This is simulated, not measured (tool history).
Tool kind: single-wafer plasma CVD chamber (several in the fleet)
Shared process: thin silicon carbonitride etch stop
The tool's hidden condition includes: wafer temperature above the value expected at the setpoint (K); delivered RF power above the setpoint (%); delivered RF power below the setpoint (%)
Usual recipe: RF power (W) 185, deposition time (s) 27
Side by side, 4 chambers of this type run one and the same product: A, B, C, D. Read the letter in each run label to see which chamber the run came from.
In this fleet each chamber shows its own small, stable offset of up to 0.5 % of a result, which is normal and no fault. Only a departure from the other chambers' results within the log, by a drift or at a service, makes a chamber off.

run	hour	RF power (W)	deposition time (s)	hours since the last thermocouple change	hours since the last RF generator calibration	read-back reference wafer on the same gauge, thickness_nm	mean film thickness on the monitor wafer (Å)
1B	8.5	185	27	2060.3	310.1	16.422	149.95
2C	15.1	185	27	98	736.9	16.397	149.76
3D	23.5	185	27	946.1	1086.9	16.4	151.54
4A	30.2	185	27	1383.6	991.6	16.398	150.24
5D	36.4	185	27	959	1099.8	16.4	150.56
6A	42	185	27	1395.4	1003.4	16.373	152.31
7B	50.2	185	27	2102	351.8	16.417	149.52
8C	57.2	185	27	140.1	779	16.395	150.68
9A	62.3	185	27	1415.7	1023.7	16.383	150.4
10D	68.7	185	27	991.3	1132.1	16.412	149.95
11C	76.3	185	27	159.2	798.1	16.41	150.25
12B	81.9	185	27	2133.7	383.5	16.4	149.71
13C	86	185	27	168.9	807.8	16.394	150.37
14A	93	215	30.3	1446.4	1054.4	16.398	178.12
15B	101.4	215	30.3	2153.2	403	16.396	174.42
16D	109.3	215	30.3	1031.9	1172.7	16.421	177.05
17C	113.9	215	30.3	196.8	835.7	16.407	176.27
18A	120.8	185	27	1474.2	1082.2	16.423	149.94
19B	125.5	185	27	2177.3	427.1	16.413	149.43
20D	129.6	185	27	1052.2	1193	16.406	151.03
21C	135.2	185	27	218.1	857	16.411	149.97
# hour 140.4: chamber D: thermocouple changed; heater temperature recalibrated
22B	143.4	185	27	2195.2	445	16.425	150.28
23A	151.9	185	27	1505.3	1113.3	16.413	151.08
24D	156.4	185	27	16	1219.8	16.411	151.12
25C	164.2	185	27	247.1	886	16.401	149.27
26B	169.6	185	27	2221.4	471.2	16.411	150.89
27D	178.3	185	27	37.9	1241.7	16.395	151.39
# hour 180.4: chamber D: RF generator calibrated
28A	182.8	185	27	1536.2	1144.2	16.416	150.72
29C	190.4	185	27	273.3	912.2	16.399	148.89
30B	194.8	185	27	2246.6	496.4	16.419	150.1
31D	203.5	185	27	63.1	23.2	16.39	152.31
32A	210.2	185	27	1563.6	1171.6	16.386	150.41
33C	216.3	185	27	299.2	938.1	16.4	148.71
34B	222.7	185	27	2274.5	524.3	16.405	149.56
35A	231	155	27	1584.4	1192.4	16.394	143.59
36D	239.2	155	27	98.8	58.9	16.412	142.75
37B	246.4	155	27	2298.2	548	16.405	141.19
38C	253.6	155	27	336.5	975.4	16.413	141.94
39D	261.3	205	29.5	120.9	81	16.386	171.37
40A	269.4	205	29.5	1622.8	1230.8	16.406	169.74
41B	277.9	205	29.5	2329.7	579.5	16.403	167.83

Read the log: is a single chamber off, either drifting away or since a service, is the gauge that measures every chamber drifting, or is nothing wrong beyond small per-chamber offsets? Name any odd chamber and what most likely caused it.

No chamber stands off beyond its own small offset, and the gauge holds steady.
